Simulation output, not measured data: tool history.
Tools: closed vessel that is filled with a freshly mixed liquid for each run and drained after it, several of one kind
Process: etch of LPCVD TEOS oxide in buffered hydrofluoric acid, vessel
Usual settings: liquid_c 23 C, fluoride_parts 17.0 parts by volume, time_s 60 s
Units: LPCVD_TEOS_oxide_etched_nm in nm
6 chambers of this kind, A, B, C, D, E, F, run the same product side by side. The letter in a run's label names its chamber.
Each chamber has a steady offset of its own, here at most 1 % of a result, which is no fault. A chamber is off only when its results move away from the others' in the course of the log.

run,hour,liquid_c,fluoride_parts,time_s,"read-back film thickness of the LPCVD TEOS oxide reference wafer, read on the same gauge (nm)",LPCVD_TEOS_oxide_etched_nm
1E,9.2,23,17.0,60,100.020,60.707
2F,18.4,23,17.0,60,100.000,60.938
3B,31.9,23,17.0,60,99.983,60.721
# hour 46.5: chamber F: hydrofluoric acid flow meter replaced
4D,46.8,23,17.0,60,99.991,60.599
5C,57.2,23,17.0,60,100.010,59.956
6A,64.8,23,17.0,60,100.020,60.645
7C,74.2,23,17.0,60,100.000,60.220
8B,86.7,23,17.0,60,100.000,60.387
9F,100.3,23,17.0,60,99.997,60.964
# hour 111.9: chamber C: hydrofluoric acid flow meter replaced
10A,112.2,23,17.0,60,100.000,60.948
11E,125.6,23,17.0,60,99.995,60.833
12D,139.1,23,17.0,60,100.010,60.251
13F,151.7,23,17.0,60,99.987,60.436
14B,165.9,23,17.0,60,99.987,60.203
15A,176.7,23,17.0,60,100.020,61.485
16D,184.1,23,17.0,60,99.992,60.291
17E,197.0,23,17.0,60,100.010,61.229
18C,210.2,23,17.0,60,99.998,59.340
19A,220.6,23,17.0,60,100.030,60.886
20E,234.9,23,22.5,60,99.996,47.617
21C,243.2,23,22.5,60,99.983,46.541
22D,256.9,23,22.5,60,99.987,47.440
23B,270.3,23,22.5,60,100.000,47.243
# hour 276.1: chamber A: hydrofluoric acid flow meter replaced
24F,280.6,23,22.5,60,100.000,47.185
25E,292.0,23,22.5,60,100.020,47.218
26F,302.2,23,17.0,60,100.020,61.341
27C,309.8,23,17.0,60,100.010,60.111
28B,317.0,23,17.0,60,100.030,60.479
29D,328.8,23,17.0,60,99.977,60.226
30A,343.7,23,17.0,60,100.010,61.174
31B,352.2,23,17.0,60,100.010,61.270
# hour 356.5: chamber E: thermometer replaced
32C,365.9,23,17.0,60,100.010,60.246
33E,377.6,23,13.5,40,99.991,50.426
34A,391.1,23,13.5,40,100.000,51.612
35D,400.2,23,13.5,40,99.979,50.783
36F,410.3,23,13.5,40,100.030,50.620
# hour 415.4: chamber F: thermometer replaced
37F,424.3,23,13.5,40,99.982,50.863
38C,432.2,23,13.5,40,99.997,49.752
39D,447.1,23,17.0,60,99.998,60.617
40E,456.4,23,17.0,60,99.990,60.670
41B,467.1,23,17.0,60,100.010,60.648

Next, every chamber runs the same settings. What will each give?
42A,478.0,23,11.0,60,,?
42B,478.0,23,11.0,60,,?
42C,478.0,23,11.0,60,,?
42D,478.0,23,11.0,60,,?
42E,478.0,23,11.0,60,,?
42F,478.0,23,11.0,60,,?

run,LPCVD_TEOS_oxide_etched_nm
42A,94.700
42B,92.232
42C,91.104
42D,92.211
42E,93.107
42F,93.987

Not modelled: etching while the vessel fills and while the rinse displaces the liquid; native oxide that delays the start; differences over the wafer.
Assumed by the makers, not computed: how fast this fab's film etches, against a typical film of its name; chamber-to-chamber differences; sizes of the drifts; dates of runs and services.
